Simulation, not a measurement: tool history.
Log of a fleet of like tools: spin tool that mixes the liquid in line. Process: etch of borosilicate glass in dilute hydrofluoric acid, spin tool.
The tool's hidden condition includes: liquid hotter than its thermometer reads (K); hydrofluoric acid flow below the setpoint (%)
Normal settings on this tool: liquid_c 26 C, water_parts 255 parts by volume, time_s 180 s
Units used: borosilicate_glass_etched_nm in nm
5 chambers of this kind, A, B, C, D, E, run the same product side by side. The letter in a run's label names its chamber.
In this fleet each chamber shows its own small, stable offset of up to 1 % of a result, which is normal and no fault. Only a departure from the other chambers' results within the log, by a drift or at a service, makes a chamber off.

run   hour  liquid_c  water_parts  time_s  hours since the thermometer was replaced  hours since the hydrofluoric acid flow meter was replaced  read-back film thickness of the borosilicate glass reference wafer, read on the same gauge (nm)  borosilicate_glass_etched_nm
 1D    8.3        26          255     180                                     102.5                                                      836.5                                                                                           150.00                       17.5640
 2E   15.3        26          255     180                                     201.7                                                       69.2                                                                                           149.96                       17.1750
 3B   20.4        26          255     180                                     289.2                                                      662.6                                                                                           150.00                       17.0300
 4C   27.4        26          255     180                                    1811.4                                                     1539.9                                                                                           149.97                       17.1950
 5A   32.3        26          255     180                                      33.2                                                      429.6                                                                                           150.04                       17.2880
 6E   39.9        26          255     180                                     226.3                                                       93.8                                                                                           150.02                       17.2010
 7A   49.6        26          255     180                                      50.5                                                      446.9                                                                                           150.00                       17.2010
 8D   54.2        26          255     180                                     148.4                                                      882.4                                                                                           150.02                       17.3830
 9B   59.7        26          255     180                                     328.5                                                      701.9                                                                                           150.05                       17.0490
10C   68.2        26          255     180                                    1852.2                                                     1580.7                                                                                           150.03                       17.2260
11A   73.8        26          255     180                                      74.7                                                      471.1                                                                                           150.01                       17.3490
12E   81.1        26          255     180                                     267.5                                                      135.0                                                                                           150.05                       17.4480
13D   85.7        26          255     180                                     179.9                                                      913.9                                                                                           150.02                       17.4140
14C   95.5        26          255     180                                    1879.5                                                     1608.0                                                                                           149.99                       17.5810
15B  105.4        26          255     180                                     374.2                                                      747.6                                                                                           149.99                       17.2220
16D  114.3        26          255     180                                     208.5                                                      942.5                                                                                           150.01                       17.3060
17B  119.8        26          255     180                                     388.6                                                      762.0                                                                                           150.06                       17.1550
18C  126.1        26          255     180                                    1910.1                                                     1638.6                                                                                           149.99                       17.2110
19E  132.7        26          255     180                                     319.1                                                      186.6                                                                                           149.94                       17.3490
20A  137.5        26          255     180                                     138.4                                                      534.8                                                                                           150.02                       17.3410
21C  147.2        26          370      85                                    1931.2                                                     1659.7                                                                                           150.00                        4.9846
22B  152.7        26          370      85                                     421.5                                                      794.9                                                                                           150.00                        4.9919
23A  158.9        26          370      85                                     159.8                                                      556.2                                                                                           150.00                        5.0140
24E  167.3        26          370      85                                     353.7                                                      221.2                                                                                           149.99                        5.1401
25D  173.5        26          370      85                                     267.7                                                     1001.7                                                                                           150.00                        5.0756
     178.0  -- chamber B: hydrofluoric acid flow meter replaced
26D  183.5        26          255     180                                     277.7                                                     1011.7                                                                                           150.01                       17.6400
27B  188.4        26          255     180                                     457.2                                                       10.4                                                                                           149.99                       17.2930
28C  197.6        26          255     180                                    1981.6                                                     1710.1                                                                                           149.98                       17.6120
     199.2  -- chamber C: thermometer replaced
29A  207.8        26          255     180                                     208.7                                                      605.1                                                                                           149.98                       17.1650
30E  216.6        26          255     180                                     403.0                                                      270.5                                                                                           149.99                       18.1930
31E  222.8        26          255     180                                     409.2                                                      276.7                                                                                           150.02                       18.1240
32B  231.4        26          360     225                                     500.2                                                       53.4                                                                                           150.01                       13.7590
     235.5  -- chamber C: hydrofluoric acid flow meter replaced
33A  235.9        26          360     225                                     236.8                                                      633.2                                                                                           149.95                       13.5910
34C  244.1        26          360     225                                      45.0                                                        8.7                                                                                           149.98                       13.8270
35D  253.2        26          360     225                                     347.4                                                     1081.4                                                                                           150.01                       14.0180
36D  258.5        26          360     225                                     352.7                                                     1086.7                                                                                           150.01                       13.6170
37E  266.7        26          255     180                                     453.1                                                      320.6                                                                                           149.98                       18.2310
38C  271.4        26          255     180                                      72.3                                                       36.0                                                                                           149.98                       17.4580
39A  281.1        26          255     180                                     282.0                                                      678.4                                                                                           149.98                       17.2760
40B  286.3        26          255     180                                     555.1                                                      108.3                                                                                           150.00                       17.1760

Which is it: a chamber that has drifted or been left off by a service, a gauge drift common to all chambers, or only each chamber's usual small offset? If a chamber is off, name it and its likeliest cause.

One chamber, E, drifts off from the rest bit by bit.
Likeliest cause: liquid hotter than its thermometer reads (K) = 2.5.
With only this log, it may be confused with: hydrofluoric acid flow above the setpoint (%).

Here are 4 candidates for chamber E's next run, each the usual settings with a change, their results left as question marks. Which one brings its results back in line with what the others give on the usual settings?
To be in line, a result may differ from the other chambers' mean on the usual settings by at most: borosilicate_glass_etched_nm 0.5400 nm
41E-1  293.7      26.5          230     180                                                                                                                                                                                                                                   ?
41E-2  293.7      25.5          285     180                                                                                                                                                                                                                                   ?
41E-3  293.7      26.0          265     175                                                                                                                                                                                                                                   ?
41E-4  293.7      28.0          255     180                                                                                                                                                                                                                                   ?

Other chambers, usual settings, mean: borosilicate_glass_etched_nm 17.3040 nm
  run  borosilicate_glass_etched_nm
41E-1                       21.7020
41E-2                       15.8620
41E-3                       17.2590
41E-4                       19.9570
The answer is 41E-3, which returns the chamber to within the allowed miss of the others.
